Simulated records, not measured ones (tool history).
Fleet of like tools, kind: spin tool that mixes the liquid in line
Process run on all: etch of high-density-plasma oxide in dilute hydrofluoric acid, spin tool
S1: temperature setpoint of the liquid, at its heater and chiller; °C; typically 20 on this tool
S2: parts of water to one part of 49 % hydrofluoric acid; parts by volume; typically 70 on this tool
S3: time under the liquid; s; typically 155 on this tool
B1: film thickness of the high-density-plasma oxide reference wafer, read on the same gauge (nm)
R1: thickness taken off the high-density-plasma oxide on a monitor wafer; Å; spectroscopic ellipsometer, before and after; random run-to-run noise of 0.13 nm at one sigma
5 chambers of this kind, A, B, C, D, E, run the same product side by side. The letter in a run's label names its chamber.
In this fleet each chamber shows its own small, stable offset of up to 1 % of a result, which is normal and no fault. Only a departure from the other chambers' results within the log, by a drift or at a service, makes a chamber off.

| run | day | S1 | S2 | S3 | B1 | R1 |
|---|---|---|---|---|---|---|
| 1E | 0.512 | 20 | 70 | 155 | 39.987 | 138.460 |
| 2D | 1.162 | 20 | 70 | 155 | 39.996 | 138.470 |
|  | 1.404 | chamber C: thermometer replaced |
|  | 1.696 | chamber D: hydrofluoric acid flow meter replaced |
| 3A | 1.721 | 20 | 70 | 155 | 40.001 | 137.370 |
| 4C | 2.183 | 20 | 70 | 155 | 39.984 | 139.900 |
| 5B | 2.850 | 20 | 70 | 155 | 40.014 | 136.760 |
| 6C | 3.471 | 20 | 70 | 155 | 40.008 | 140.850 |
| 7B | 3.800 | 20 | 70 | 155 | 39.974 | 135.880 |
| 8A | 4.146 | 20 | 70 | 155 | 39.995 | 136.140 |
| 9D | 4.788 | 20 | 70 | 155 | 39.997 | 137.420 |
| 10E | 5.300 | 20 | 70 | 155 | 40.000 | 140.230 |
| 11C | 5.704 | 20 | 70 | 155 | 39.975 | 138.380 |
| 12B | 6.025 | 20 | 70 | 155 | 39.983 | 138.200 |
| 13A | 6.588 | 20 | 70 | 155 | 40.036 | 137.450 |
| 14E | 7.192 | 20 | 70 | 155 | 40.008 | 139.210 |
| 15D | 7.738 | 20 | 70 | 155 | 39.990 | 134.650 |
| 16A | 8.408 | 17 | 70 | 155 | 39.996 | 122.330 |
| 17C | 8.904 | 17 | 70 | 155 | 40.001 | 123.660 |
| 18B | 9.408 | 17 | 70 | 155 | 39.977 | 122.150 |
| 19E | 10.021 | 17 | 70 | 155 | 40.004 | 116.450 |
| 20D | 10.633 | 17 | 70 | 155 | 40.003 | 119.930 |
| 21A | 11.258 | 20 | 70 | 155 | 40.003 | 138.250 |
| 22E | 11.700 | 20 | 70 | 155 | 39.988 | 131.270 |
| 23C | 12.229 | 20 | 70 | 155 | 39.975 | 137.330 |
|  | 12.738 | chamber E: hydrofluoric acid flow meter replaced |
| 24B | 12.754 | 20 | 100 | 155 | 39.981 | 93.473 |
| 25D | 13.183 | 20 | 100 | 155 | 40.012 | 90.991 |
| 26A | 13.825 | 20 | 100 | 155 | 39.991 | 92.031 |
| 27E | 14.438 | 20 | 100 | 155 | 39.998 | 86.568 |
|  | 14.608 | chamber A: thermometer replaced |
| 28D | 14.846 | 20 | 100 | 155 | 40.005 | 91.244 |
| 29B | 15.462 | 20 | 70 | 155 | 40.029 | 138.640 |
| 30C | 15.904 | 20 | 70 | 155 | 39.974 | 138.060 |
| 31D | 16.533 | 20 | 70 | 155 | 39.998 | 136.650 |
| 32A | 17.058 | 20 | 70 | 155 | 39.990 | 136.450 |
| 33E | 17.517 | 20 | 70 | 155 | 40.002 | 127.360 |
| 34B | 17.971 | 20 | 70 | 155 | 39.985 | 138.890 |
| 35C | 18.588 | 20 | 70 | 155 | 40.004 | 139.110 |
| 36E | 19.138 | 20 | 70 | 155 | 40.010 | 124.170 |
| 37D | 19.646 | 20 | 70 | 155 | 39.990 | 136.040 |

Decide between three cases: one chamber stands off from its peers, the gauge reading all wafers drifts, or nothing is wrong past each chamber's small offset. Where a chamber is off, say which and what most likely put it there.

Chamber E drifts away from the others.
Cause: liquid colder than its thermometer reads (K) = 2.56.

Chamber E could run next with any of the 4 candidate recipes listed below; each alters the usual settings, and their results appear as question marks. Which one brings its results back in line with what the other chambers deliver on the usual settings?
In-line tolerance around the mean of the other chambers on the usual settings: R1 4.600 Å
| 38E-1 | 20.146 | 20.5 | 65 | 155 |  | ? |
| 38E-2 | 20.146 | 20.0 | 85 | 155 |  | ? |
| 38E-3 | 20.146 | 20.5 | 65 | 175 |  | ? |
| 38E-4 | 20.146 | 17.5 | 70 | 155 |  | ? |

Mean of the other chambers on the usual settings: R1 137.270 Å
| run | R1 |
|---|---|
| 38E-1 | 137.040 |
| 38E-2 | 99.926 |
| 38E-3 | 154.720 |
| 38E-4 | 111.080 |
Change 38E-1 lands the chamber within the allowed miss of the other chambers.
